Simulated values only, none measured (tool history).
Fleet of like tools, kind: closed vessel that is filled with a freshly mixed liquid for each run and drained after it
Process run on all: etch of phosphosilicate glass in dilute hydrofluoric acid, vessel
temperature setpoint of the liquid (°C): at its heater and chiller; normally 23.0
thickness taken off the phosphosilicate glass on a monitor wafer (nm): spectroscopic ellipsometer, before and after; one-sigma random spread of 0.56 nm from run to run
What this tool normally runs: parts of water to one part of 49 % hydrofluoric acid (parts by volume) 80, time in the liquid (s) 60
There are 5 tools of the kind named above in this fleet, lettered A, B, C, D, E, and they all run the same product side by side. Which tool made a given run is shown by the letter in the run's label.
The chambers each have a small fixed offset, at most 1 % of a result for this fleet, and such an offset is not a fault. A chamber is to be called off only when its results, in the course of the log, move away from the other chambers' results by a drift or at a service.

run,day,temperature setpoint of the liquid (°C),parts of water to one part of 49 % hydrofluoric acid (parts by volume),time in the liquid (s),hours since the thermometer was replaced,hours since the hydrofluoric acid flow meter was replaced,"read-back film thickness of the phosphosilicate glass reference wafer, read on the same gauge (nm)",thickness taken off the phosphosilicate glass on a monitor wafer (nm)
1B,0.262,23.0,80,60,1830.4,339.6,79.998,81.128
2C,0.475,23.0,80,60,955.0,147.8,79.980,81.234
3D,0.771,23.0,80,60,561.2,1207.8,79.985,80.802
4A,1.108,23.0,80,60,1032.6,711.9,79.980,81.307
5E,1.454,23.0,80,60,748.6,409.8,79.986,81.925
6E,1.804,23.0,80,60,757.0,418.2,79.986,80.789
7B,2.071,23.0,80,60,1873.8,383.0,80.012,81.298
8C,2.350,23.0,80,60,1000.0,192.8,79.977,81.579
9A,2.633,23.0,80,60,1069.2,748.5,79.992,80.647
10D,2.992,23.0,80,60,614.5,1261.1,80.001,81.682
11A,3.221,23.0,80,60,1083.3,762.6,80.020,81.545
12B,3.450,23.0,80,60,1906.9,416.1,79.964,80.033
# day 3.492: chamber B: thermometer replaced
13E,3.758,23.0,80,60,803.9,465.1,80.014,81.350
14D,4.008,23.0,80,60,638.9,1285.5,79.969,83.063
15C,4.425,23.0,80,60,1049.8,242.6,80.005,81.540
16E,4.629,23.0,80,60,824.8,486.0,80.014,80.732
17A,4.867,23.0,80,60,1122.8,802.1,79.963,81.770
18D,5.204,23.0,80,60,667.6,1314.2,79.995,80.862
19B,5.471,23.0,80,60,47.5,464.6,80.012,81.057
20C,5.892,25.5,80,85,1085.0,277.8,79.972,127.940
21A,6.162,25.5,80,85,1153.9,833.2,80.008,127.830
22C,6.371,25.5,80,85,1096.5,289.3,80.002,127.560
23B,6.696,25.5,80,85,76.9,494.0,79.966,127.400
24E,7.038,25.5,80,85,882.6,543.8,80.012,126.450
25D,7.400,23.0,80,60,720.3,1366.9,80.009,82.006
26B,7.588,23.0,80,60,98.3,515.4,79.972,80.342
27C,7.962,23.0,80,60,1134.7,327.5,79.954,81.873
28A,8.175,23.0,80,60,1202.2,881.5,80.035,82.645
29D,8.533,23.0,80,60,747.5,1394.1,80.021,82.651
30E,8.883,23.0,80,60,926.9,588.1,79.975,81.503
31E,9.117,23.0,80,60,932.5,593.7,79.984,81.985
32B,9.458,23.0,80,60,143.2,560.3,80.003,81.585

Next, every chamber runs the same settings. What will each give?
33A,9.762,23.0,120,60,,,,?
33B,9.762,23.0,120,60,,,,?
33C,9.762,23.0,120,60,,,,?
33D,9.762,23.0,120,60,,,,?
33E,9.762,23.0,120,60,,,,?

run,thickness taken off the phosphosilicate glass on a monitor wafer (nm)
33A,51.273
33B,51.780
33C,51.003
33D,52.550
33E,51.127
